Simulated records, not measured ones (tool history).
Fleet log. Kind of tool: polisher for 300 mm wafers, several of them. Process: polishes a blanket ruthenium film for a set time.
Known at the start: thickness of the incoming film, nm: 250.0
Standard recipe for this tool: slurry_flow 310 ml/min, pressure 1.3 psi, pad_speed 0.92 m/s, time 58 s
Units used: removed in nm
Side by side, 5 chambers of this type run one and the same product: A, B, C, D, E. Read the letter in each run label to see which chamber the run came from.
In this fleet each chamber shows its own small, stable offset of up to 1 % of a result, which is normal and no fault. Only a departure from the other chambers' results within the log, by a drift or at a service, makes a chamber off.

run,hour,slurry_flow,pressure,pad_speed,time,removed
# hour 2.3: chamber A: worn pad replaced by a new one
1B,12.1,310,1.3,0.92,58,34.282
# hour 19.1: chamber E: worn pad replaced by a new one
2C,20.4,310,1.3,0.92,58,34.4
# hour 23.4: chamber C: head pressure recalibrated
3D,31.3,310,1.3,0.92,58,34.971
4E,42.3,310,1.3,0.92,58,34.418
# hour 42.7: chamber B: worn pad replaced by a new one
5A,50.9,310,1.3,0.92,58,35.126
6B,58.9,310,1.3,0.92,58,34.781
# hour 66.5: chamber A: worn pad replaced by a new one
7D,71.6,310,1.3,0.92,58,34.87
# hour 73.3: chamber D: worn pad replaced by a new one
8A,79.8,410,1.3,0.92,58,35.401
9C,91.1,410,1.3,0.92,58,35.269
10E,99.5,410,1.3,0.92,58,35.584
# hour 101.1: chamber C: worn pad replaced by a new one
# hour 109.7: chamber B: worn pad replaced by a new one
11D,112,410,1.3,0.92,58,35.405
12E,122.7,410,1.3,0.92,58,35.905
13B,133.8,310,1.3,0.92,58,34.589
# hour 135.1: chamber A: worn pad replaced by a new one
# hour 137.5: chamber E: worn pad replaced by a new one
14C,145.6,310,1.3,0.92,58,34.372
# hour 149.4: chamber D: head pressure recalibrated
15A,155.6,310,1.3,0.92,58,34.865
# hour 164.4: chamber D: worn pad replaced by a new one
16D,165.8,310,1.3,0.92,58,32.253
# hour 171.6: chamber B: worn pad replaced by a new one
17E,173.4,310,1.3,0.92,58,35.006
18B,180.9,310,1.3,0.92,58,34.283
19A,189,310,1.3,0.92,58,34.986
20C,198.9,310,1.3,0.92,58,34.65
# hour 202.3: chamber A: worn pad replaced by a new one
21C,206.2,255,1.3,0.92,67,39.114
22B,214.3,255,1.3,0.92,67,39.117
# hour 216.8: chamber C: worn pad replaced by a new one
23D,220,255,1.3,0.92,67,36.583
24A,226.8,255,1.3,0.92,67,39.315
# hour 231.2: chamber B: worn pad replaced by a new one
25E,237.8,255,1.3,0.92,67,39.301
# hour 238.3: chamber B: slurry nozzle cleaned
# hour 246.3: chamber D: worn pad replaced by a new one
26B,248.6,310,1.3,0.92,58,34.97
# hour 252: chamber E: worn pad replaced by a new one
27E,259.9,310,1.3,0.92,58,35.143
28C,269.5,310,1.3,0.92,58,34.535
# hour 271.9: chamber A: worn pad replaced by a new one
29A,279.3,310,1.3,0.92,58,34.94
30D,289.6,310,1.3,0.64,58,22.446
# hour 297.7: chamber B: worn pad replaced by a new one
31B,298.2,310,1.3,0.64,58,24.156
32E,306.9,310,1.3,0.64,58,24.089

Decide between three cases: one chamber stands off from its peers, the gauge reading all wafers drifts, or nothing is wrong past each chamber's small offset. Where a chamber is off, say which and what most likely put it there.

Chamber D has stood off from the others ever since a service on it.
What lies behind it: head's pressure below its setpoint, % = 7.5.

Chamber D could run next with any of the 4 candidate recipes listed below; each alters the usual settings, and their results appear as question marks. Which one brings its results back in line with what the other chambers deliver on the usual settings?
A result is in line if it is within this distance of the other chambers' mean on the usual settings: removed 0.81 nm
33D-1,316,310,1.3,0.96,60,?
33D-2,316,310,1.3,0.92,65,?
33D-3,316,310,1.3,0.92,54,?
33D-4,316,310,1.2,0.88,58,?

On the usual settings, the other chambers give on average: removed 34.703 nm
run,removed
33D-1,34.754
33D-2,36.083
33D-3,29.977
33D-4,28.445
With 33D-1, the chamber falls back in line with the rest.
